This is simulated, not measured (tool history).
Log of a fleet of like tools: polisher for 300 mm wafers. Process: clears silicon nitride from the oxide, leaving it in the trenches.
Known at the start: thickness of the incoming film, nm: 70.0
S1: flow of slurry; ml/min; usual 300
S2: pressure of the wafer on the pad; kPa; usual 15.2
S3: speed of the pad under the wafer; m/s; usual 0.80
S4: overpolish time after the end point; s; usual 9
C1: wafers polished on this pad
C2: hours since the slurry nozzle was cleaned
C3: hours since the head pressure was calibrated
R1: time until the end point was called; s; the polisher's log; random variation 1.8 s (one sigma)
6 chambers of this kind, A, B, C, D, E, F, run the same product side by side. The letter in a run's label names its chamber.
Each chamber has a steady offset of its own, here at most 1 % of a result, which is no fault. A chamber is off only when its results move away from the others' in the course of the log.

run   hour   S1    S2    S3  S4    C1     C2      C3      R1
       0.4  -- chamber E: head pressure recalibrated
 1D    4.1  300  15.2  0.80   9   758   22.7   225.8  146.81
      11.4  -- chamber B: worn pad replaced by a new one
 2B   12.4  300  15.2  0.80   9    11  570.4   146.8  145.41
      16.4  -- chamber D: worn pad replaced by a new one
 3F   20.3  300  15.2  0.80   9   494  255.1   303.5  146.02
      26.6  -- chamber E: worn pad replaced by a new one
      26.6  -- chamber C: worn pad replaced by a new one
 4A   27.5  300  15.2  0.80   9   397  333.8  1267.1  148.53
 5E   32.9  300  15.2  0.80   9    67   67.0    32.6  146.51
 6C   38.8  300  15.2  0.80   9   130  199.2   599.1  142.77
      43.0  -- chamber F: worn pad replaced by a new one
 7E   46.4  300  15.2  0.80   9   211   80.5    46.1  142.94
      47.5  -- chamber C: head pressure recalibrated
 8C   51.8  300  15.2  0.80   9   269  212.2     4.4  147.25
 9D   58.8  300  15.2  0.64   9   453   77.4   280.5  182.14
10B   65.1  300  15.2  0.64   9   573  623.1   199.5  180.73
11F   73.5  300  15.2  0.64   9   326  308.3   356.7  180.09
12A   80.1  300  15.2  0.64   9   959  386.4  1319.7  180.76
      81.8  -- chamber B: worn pad replaced by a new one
      83.2  -- chamber E: worn pad replaced by a new one
13F   84.7  300  15.2  0.64   9   445  319.5   367.9  181.28
      86.8  -- chamber D: worn pad replaced by a new one
14E   92.3  300  15.2  0.64   9    97  126.4    92.0  180.51
15A   96.0  300  15.2  0.80   9  1129  402.3  1335.6  143.30
16C  101.4  300  15.2  0.80   9   799  261.8    54.0  143.24
     106.3  -- chamber A: slurry nozzle cleaned
     107.0  -- chamber C: worn pad replaced by a new one
17B  107.0  300  15.2  0.80   9   269  665.0   241.4  140.66
18D  114.4  300  15.2  0.80   9   294  133.0   336.1  142.39
19B  122.0  300  15.2  0.80   9   430  680.0   256.4  142.64
     124.5  -- chamber F: worn pad replaced by a new one
20E  129.1  300  15.2  0.80   9   491  163.2   128.8  143.02
21D  135.9  380  15.2  1.02   9   524  154.5   357.6  107.34
     138.8  -- chamber A: worn pad replaced by a new one
     141.5  -- chamber A: head pressure recalibrated
22A  143.8  380  15.2  1.02   9    54   37.5     2.4  122.29
     147.8  -- chamber E: worn pad replaced by a new one
23F  151.7  380  15.2  1.02   9   291  386.5   434.9  113.08
24C  157.3  380  15.2  1.02   9   538  317.7   109.9  111.39
25A  162.9  380  15.2  1.02   9   258   56.6    21.5  120.50
     163.9  -- chamber B: worn pad replaced by a new one
     164.9  -- chamber D: worn pad replaced by a new one
26C  167.9  380  15.2  1.02   9   651  328.3   120.5  110.55
27B  172.6  395  15.2  0.80   9    93  730.6   307.0  142.72
28D  178.7  395  15.2  0.80   9   148  197.3   400.4  139.69
29F  183.1  395  15.2  0.80   9   627  417.9   466.3  143.18
30E  187.4  395  15.2  0.80   9   424  221.5   187.1  141.67
     191.5  -- chamber C: worn pad replaced by a new one
31E  191.6  395  15.2  0.80   9   468  225.7   191.3  140.90
32B  196.8  395  15.2  0.80   9   352  754.8   331.2  141.72
33F  205.0  300  15.2  0.80   9   860  439.8   488.2  144.40
34D  209.5  300  15.2  0.80   9   477  228.1   431.2  143.37
     209.7  -- chamber E: worn pad replaced by a new one
35C  217.9  300  15.2  0.80   9   282  378.3   170.5  144.75
36A  225.2  300  15.2  0.80   9   924  118.9    83.8  160.01
37E  233.0  300  15.2  0.80   9   248  267.1   232.7  142.41
38C  237.5  300  15.2  0.80   9   492  397.9   190.1  140.86

What goes on in this fleet: one chamber off, a drifting gauge, or nothing beyond the chambers' own small offsets? Name the chamber and the cause, if any.

A service left chamber A off against the others.
Cause: head's pressure below its setpoint, % = 9.94.

Here are 4 candidates for chamber A's next run, each the usual settings with a change, their results left as question marks. Which one brings its results back in line with what the others give on the usual settings?
In line means no further than this from the other chambers' mean on the usual settings: R1 6.20 s
39A-1  243.5  305  15.2  0.88   9               ?
39A-2  243.5  295  13.8  0.80   9               ?
39A-3  243.5  300  15.2  0.78   9               ?
39A-4  243.5  400  15.2  0.80   9               ?

The other chambers' mean on the usual settings: R1 144.00 s
  run      R1
39A-1  145.36
39A-2  176.56
39A-3  164.09
39A-4  156.44
39A-1 brings the chamber back in line.
